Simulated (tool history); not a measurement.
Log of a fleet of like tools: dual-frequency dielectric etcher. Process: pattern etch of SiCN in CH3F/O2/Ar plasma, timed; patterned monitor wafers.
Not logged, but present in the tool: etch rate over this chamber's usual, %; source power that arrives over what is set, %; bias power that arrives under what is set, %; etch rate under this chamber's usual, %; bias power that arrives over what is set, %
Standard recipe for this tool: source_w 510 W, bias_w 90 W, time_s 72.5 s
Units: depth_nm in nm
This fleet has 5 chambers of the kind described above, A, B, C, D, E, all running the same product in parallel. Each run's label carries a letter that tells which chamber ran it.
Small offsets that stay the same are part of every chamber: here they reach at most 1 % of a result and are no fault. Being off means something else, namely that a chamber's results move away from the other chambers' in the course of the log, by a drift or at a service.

run	hour	source_w	bias_w	time_s	hours since the last wet clean	hours since the last source power generator calibration	hours since the last bias power generator calibration	read-back reference wafer on the same gauge, depth_nm	depth_nm
1C	3.3	510	90	72.5	383.1	269.5	80.6	35.218	32.234
2B	8.1	510	90	72.5	103.2	500.3	32.5	35.246	32.408
3E	12.7	510	90	72.5	360.2	2345.7	4451.2	35.205	32.323
4A	15.7	510	90	72.5	142.9	993.3	4493.7	35.222	32.313
5D	18.3	610	82	72.5	519.2	3323.3	361.6	35.213	33.405
6A	21.1	610	82	72.5	148.3	998.7	4499.1	35.174	33.065
7D	23.8	610	82	72.5	524.7	3328.8	367.1	35.203	33.251
8C	29.0	610	82	72.5	408.8	295.2	106.3	35.224	33.356
9E	33.1	610	82	72.5	380.6	2366.1	4471.6	35.242	33.377
10B	36.8	510	90	72.5	131.9	529.0	61.2	35.160	32.484
11B	39.8	510	90	72.5	134.9	532.0	64.2	35.200	32.608
12D	42.8	510	90	72.5	543.7	3347.8	386.1	35.215	32.075
13A	47.1	510	90	72.5	174.3	1024.7	4525.1	35.189	32.331
14E	52.0	510	90	72.5	399.5	2385.0	4490.5	35.170	32.291
# hour 55.7: chamber E: wet clean of the chamber
15C	56.4	510	90	72.5	436.2	322.6	133.7	35.205	32.450
# hour 56.7: chamber D: wet clean of the chamber
16A	60.4	630	80	72.5	187.6	1038.0	4538.4	35.230	33.405
# hour 64.4: chamber C: wet clean of the chamber
17E	64.8	630	80	72.5	9.1	2397.8	4503.3	35.193	33.573
18B	67.7	630	80	72.5	162.8	559.9	92.1	35.178	33.507
# hour 69.5: chamber A: bias power generator calibrated
19C	72.1	630	80	72.5	7.8	338.3	149.4	35.218	33.803
20D	74.7	630	80	72.5	18.0	3379.7	418.0	35.198	34.479
21E	78.6	510	90	72.5	22.9	2411.6	4517.1	35.173	32.399
22C	82.6	510	90	72.5	18.3	348.8	159.9	35.171	32.426
23D	86.6	510	90	72.5	29.9	3391.6	429.9	35.152	33.331
24A	89.6	510	90	72.5	216.8	1067.2	20.1	35.186	32.404
25B	92.1	510	90	72.5	187.2	584.3	116.5	35.197	32.445
26D	96.7	620	99	72.5	40.0	3401.7	440.0	35.201	36.981
27B	101.3	620	99	72.5	196.4	593.5	125.7	35.193	35.888
28E	105.4	620	99	72.5	49.7	2438.4	4543.9	35.167	35.822
29C	110.6	620	99	72.5	46.3	376.8	187.9	35.194	36.131
30A	116.1	620	99	72.5	243.3	1093.7	46.6	35.193	35.965
31A	121.2	510	90	72.5	248.4	1098.8	51.7	35.241	32.146
32D	126.3	510	90	72.5	69.6	3431.3	469.6	35.186	33.297

Does one chamber stand apart from the rest, does the shared gauge drift, or is all well apart from small per-chamber offsets? Give the chamber and the most likely cause, where there is one.

A service left chamber D off against the others.
Cause: etch rate over this chamber's usual, % = 3.4.

Which of the 4 candidates below, each the usual settings with something changed and its results left as question marks, puts chamber D back in line with what the other chambers give on the usual settings?
A result is in line if it is within this distance of the other chambers' mean on the usual settings: depth_nm 0.460 nm
33D-1	130.3	510	91	74.5					?
33D-2	130.3	520	90	77.0					?
33D-3	130.3	510	90	70.5					?
33D-4	130.3	510	89	68.0					?

On the usual settings, the other chambers give on average: depth_nm 32.304 nm
run	depth_nm
33D-1	34.324
33D-2	35.593
33D-3	32.351
33D-4	31.079
33D-3 brings the chamber back in line.

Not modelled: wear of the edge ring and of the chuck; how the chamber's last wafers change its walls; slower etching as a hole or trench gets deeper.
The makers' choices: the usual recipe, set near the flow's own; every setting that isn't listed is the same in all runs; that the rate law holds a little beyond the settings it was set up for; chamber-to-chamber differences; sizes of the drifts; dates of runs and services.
